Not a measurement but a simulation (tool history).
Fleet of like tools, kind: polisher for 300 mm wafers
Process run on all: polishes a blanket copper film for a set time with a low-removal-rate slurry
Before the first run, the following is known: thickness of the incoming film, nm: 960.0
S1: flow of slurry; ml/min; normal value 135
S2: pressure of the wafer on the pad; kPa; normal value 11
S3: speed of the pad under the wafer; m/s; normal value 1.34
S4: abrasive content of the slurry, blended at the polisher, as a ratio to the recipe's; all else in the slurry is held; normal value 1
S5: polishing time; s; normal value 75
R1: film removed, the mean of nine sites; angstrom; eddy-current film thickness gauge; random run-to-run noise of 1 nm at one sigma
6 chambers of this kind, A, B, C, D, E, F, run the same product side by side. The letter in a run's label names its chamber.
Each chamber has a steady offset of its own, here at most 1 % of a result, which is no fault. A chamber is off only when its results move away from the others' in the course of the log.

run   hour   S1  S2    S3   S4  S5      R1
       2.3  -- chamber A: worn pad replaced by a new one
 1D    5.8  135  11  1.34    1  75  1303.7
       8.4  -- chamber B: slurry nozzle cleaned
       9.1  -- chamber B: head pressure recalibrated
      11.5  -- chamber D: worn pad replaced by a new one
      14.8  -- chamber E: worn pad replaced by a new one
 2A   17.6  135  11  1.34    1  75  1316.9
 3B   27.4  135  11  1.34    1  75  1332.3
      29.9  -- chamber F: head pressure recalibrated
      32.4  -- chamber C: worn pad replaced by a new one
 4E   34.9  135  11  1.34    1  75    1325
 5C   42.3  135  11  1.34    1  75    1311
 6F   50.3  135  11  1.34    1  75  1353.6
      59.5  -- chamber C: head pressure recalibrated
      60.9  -- chamber F: worn pad replaced by a new one
 7B   60.9  135  11  1.34    1  75  1340.2
      69.4  -- chamber A: worn pad replaced by a new one
      71.4  -- chamber B: slurry blender recalibrated
 8E   71.5  135  11  1.34    1  75    1307
 9D   83.9  135  11  1.34    1  75    1308
      88.2  -- chamber B: worn pad replaced by a new one
      90.4  -- chamber A: slurry blender recalibrated
      91.4  -- chamber E: worn pad replaced by a new one
      92.4  -- chamber D: slurry nozzle cleaned
10A   95.9  165  11  1.34    1  75  1386.7
      98.6  -- chamber F: slurry nozzle cleaned
       106  -- chamber D: worn pad replaced by a new one
11F  107.2  165  11  1.34    1  75  1387.9
12C  116.8  165  11  1.34    1  75  1354.5
13B  123.9  165  11  1.34    1  75  1377.3
     124.3  -- chamber F: worn pad replaced by a new one
     129.9  -- chamber C: worn pad replaced by a new one
     131.6  -- chamber A: worn pad replaced by a new one
14E    136  165  11  1.34    1  75  1346.4
       141  -- chamber C: slurry nozzle cleaned
15D  143.4  165  11  1.34    1  75  1357.5
16F  152.2  135  11  1.34    1  75  1318.5
17A  158.1  135  11  1.34  0.8  56  933.53
18C  170.8  135  11  1.34  0.8  56   950.5
     173.9  -- chamber E: worn pad replaced by a new one
19C  179.2  135  11  1.34  0.8  56  945.68
     186.4  -- chamber B: worn pad replaced by a new one
     187.2  -- chamber F: worn pad replaced by a new one
20B  189.1  135  11  1.34  0.8  56  937.97
     194.4  -- chamber A: worn pad replaced by a new one
21A  194.8  135  11  1.34  0.8  56  949.57
     197.5  -- chamber B: slurry blender recalibrated
22E  200.4  135  11  1.34  0.8  56  923.38
23D  209.9  135  11  1.34    1  75  1295.9
       215  -- chamber D: worn pad replaced by a new one
24F  221.1  135  11  1.34    1  75  1336.5
       226  -- chamber C: worn pad replaced by a new one
25C  231.4  135  11  1.34    1  75  1328.6
26F  238.9  135  11  1.34    1  75  1344.8
     241.5  -- chamber E: worn pad replaced by a new one
       247  -- chamber F: worn pad replaced by a new one
27E  251.5  135  11  1.34    1  75  1268.4
     252.4  -- chamber A: slurry blender recalibrated
28B    257  135  11  1.34    1  75  1331.6
     257.5  -- chamber A: worn pad replaced by a new one
     257.6  -- chamber E: slurry blender recalibrated
29D  266.1  135  11  1.34    1  75    1315
     269.9  -- chamber C: slurry blender recalibrated
30A  276.2  135  11  1.34    1  75  1313.9
31E  288.9  135  11  1.34    1  75  1247.7
32F  300.9  135  11  1.34    1  75  1317.6
     309.9  -- chamber B: worn pad replaced by a new one
     310.3  -- chamber D: worn pad replaced by a new one
33D  310.6  135  11  1.34    1  75  1311.5
     315.7  -- chamber A: worn pad replaced by a new one
34C  320.9  135  11  1.34    1  75  1335.3
     323.8  -- chamber B: slurry blender recalibrated
35A  331.5  135  11  1.34    1  75  1326.5
36B  337.6  135  11  1.34    1  75    1316

What goes on in this fleet: one chamber off, a drifting gauge, or nothing beyond the chambers' own small offsets? Name the chamber and the cause, if any.

It is chamber E that slowly wanders off from its peers.
What lies behind it: slurry flow missing at the pad, % = 25.9.
The log may not separate it from: head's pressure below its setpoint, %.

Here are 4 candidates for chamber E's next run, each the usual settings with a change, their results left as question marks. Which one brings its results back in line with what the others give on the usual settings?
To be in line, a result may differ from the other chambers' mean on the usual settings by at most: R1 36 angstrom
37E-1  346.7  135    11  1.32   1  74   ?
37E-2  346.7  135  11.7  1.34   1  77   ?
37E-3  346.7  135    11   1.3   1  72   ?
37E-4  346.7  135    11  1.38   1  75   ?

The mean the other chambers reach with the usual settings: R1 1322 angstrom
  run      R1
37E-1    1191
37E-2  1335.5
37E-3  1141.3
37E-4  1261.8
The right change is 37E-2: it brings the chamber back within the allowed miss of the others.
